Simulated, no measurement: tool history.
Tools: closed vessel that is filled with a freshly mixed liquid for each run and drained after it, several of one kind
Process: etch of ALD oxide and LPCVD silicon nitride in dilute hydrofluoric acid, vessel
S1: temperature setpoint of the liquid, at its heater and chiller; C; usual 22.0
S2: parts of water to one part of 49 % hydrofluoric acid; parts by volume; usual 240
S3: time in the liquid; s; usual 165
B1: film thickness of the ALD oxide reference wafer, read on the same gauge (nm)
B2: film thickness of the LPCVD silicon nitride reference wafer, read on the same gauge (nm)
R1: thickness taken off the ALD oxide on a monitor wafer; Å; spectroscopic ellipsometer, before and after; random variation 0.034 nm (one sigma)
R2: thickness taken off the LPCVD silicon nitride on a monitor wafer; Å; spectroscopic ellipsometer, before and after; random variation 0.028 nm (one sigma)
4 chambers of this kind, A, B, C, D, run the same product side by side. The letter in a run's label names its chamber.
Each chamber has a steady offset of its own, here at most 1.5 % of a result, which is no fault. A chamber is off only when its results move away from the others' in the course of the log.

| run | day | S1 | S2 | S3 | B1 | B2 | R1 | R2 |
|---|---|---|---|---|---|---|---|---|
| 1C | 0.438 | 22.0 | 240 | 165 | 30.007 | 119.99 | 53.060 | 2.9397 |
| 2D | 1.104 | 22.0 | 240 | 165 | 30.006 | 120.00 | 53.535 | 2.5100 |
| 3B | 1.725 | 22.0 | 240 | 165 | 30.016 | 120.03 | 53.266 | 2.7643 |
| 4A | 2.371 | 22.0 | 240 | 165 | 29.990 | 120.01 | 53.515 | 3.3395 |
| 5B | 3.000 | 22.0 | 240 | 165 | 30.000 | 120.01 | 53.187 | 3.3067 |
| 6D | 3.329 | 22.0 | 240 | 165 | 30.010 | 120.03 | 53.912 | 3.0965 |
| 7C | 3.850 | 22.0 | 240 | 245 | 29.994 | 120.00 | 79.248 | 4.9065 |
|  | 4.271 | chamber A: hydrofluoric acid flow meter replaced |
| 8A | 4.525 | 22.0 | 240 | 245 | 30.020 | 120.02 | 80.476 | 4.9278 |
| 9C | 5.071 | 22.0 | 240 | 245 | 30.003 | 120.00 | 78.945 | 5.0163 |
| 10D | 5.458 | 22.0 | 240 | 245 | 29.999 | 119.99 | 79.999 | 5.1632 |
| 11A | 6.033 | 22.0 | 240 | 165 | 30.014 | 120.01 | 54.242 | 3.8258 |
| 12B | 6.467 | 22.0 | 240 | 165 | 29.988 | 120.01 | 52.854 | 2.8361 |
| 13A | 7.058 | 26.0 | 240 | 165 | 29.994 | 120.01 | 62.511 | 4.1767 |
| 14C | 7.567 | 26.0 | 240 | 165 | 29.961 | 120.01 | 61.661 | 3.8678 |
| 15B | 8.004 | 26.0 | 240 | 165 | 30.002 | 120.01 | 62.032 | 4.3482 |
| 16D | 8.617 | 26.0 | 240 | 165 | 29.993 | 120.03 | 63.125 | 4.2129 |
| 17C | 8.950 | 22.0 | 240 | 165 | 29.995 | 120.00 | 53.057 | 3.2166 |
| 18A | 9.300 | 22.0 | 240 | 165 | 30.001 | 120.00 | 54.291 | 3.1415 |
| 19B | 9.771 | 24.0 | 240 | 250 | 30.032 | 120.01 | 87.521 | 5.7475 |
| 20D | 10.062 | 24.0 | 240 | 250 | 30.005 | 119.98 | 87.213 | 5.3797 |
| 21A | 10.571 | 24.0 | 240 | 250 | 29.994 | 120.01 | 88.184 | 5.4821 |
| 22D | 11.046 | 24.0 | 240 | 250 | 29.979 | 120.01 | 88.651 | 5.2037 |
| 23B | 11.646 | 22.0 | 240 | 165 | 29.985 | 120.00 | 52.901 | 3.1976 |
| 24C | 12.288 | 22.0 | 240 | 165 | 30.003 | 119.98 | 53.437 | 3.4059 |
| 25C | 12.842 | 22.0 | 240 | 165 | 29.998 | 119.99 | 52.862 | 3.6406 |

All 4 chambers run these settings next. Forecast each chamber's results:
| 26A | 13.325 | 25.5 | 240 | 165 |  |  | ? | ? |
| 26B | 13.325 | 25.5 | 240 | 165 |  |  | ? | ? |
| 26C | 13.325 | 25.5 | 240 | 165 |  |  | ? | ? |
| 26D | 13.325 | 25.5 | 240 | 165 |  |  | ? | ? |

| run | R1 | R2 |
|---|---|---|
| 26A | 60.801 | 3.6540 |
| 26B | 60.331 | 3.6708 |
| 26C | 59.789 | 4.5316 |
| 26D | 61.394 | 3.8323 |
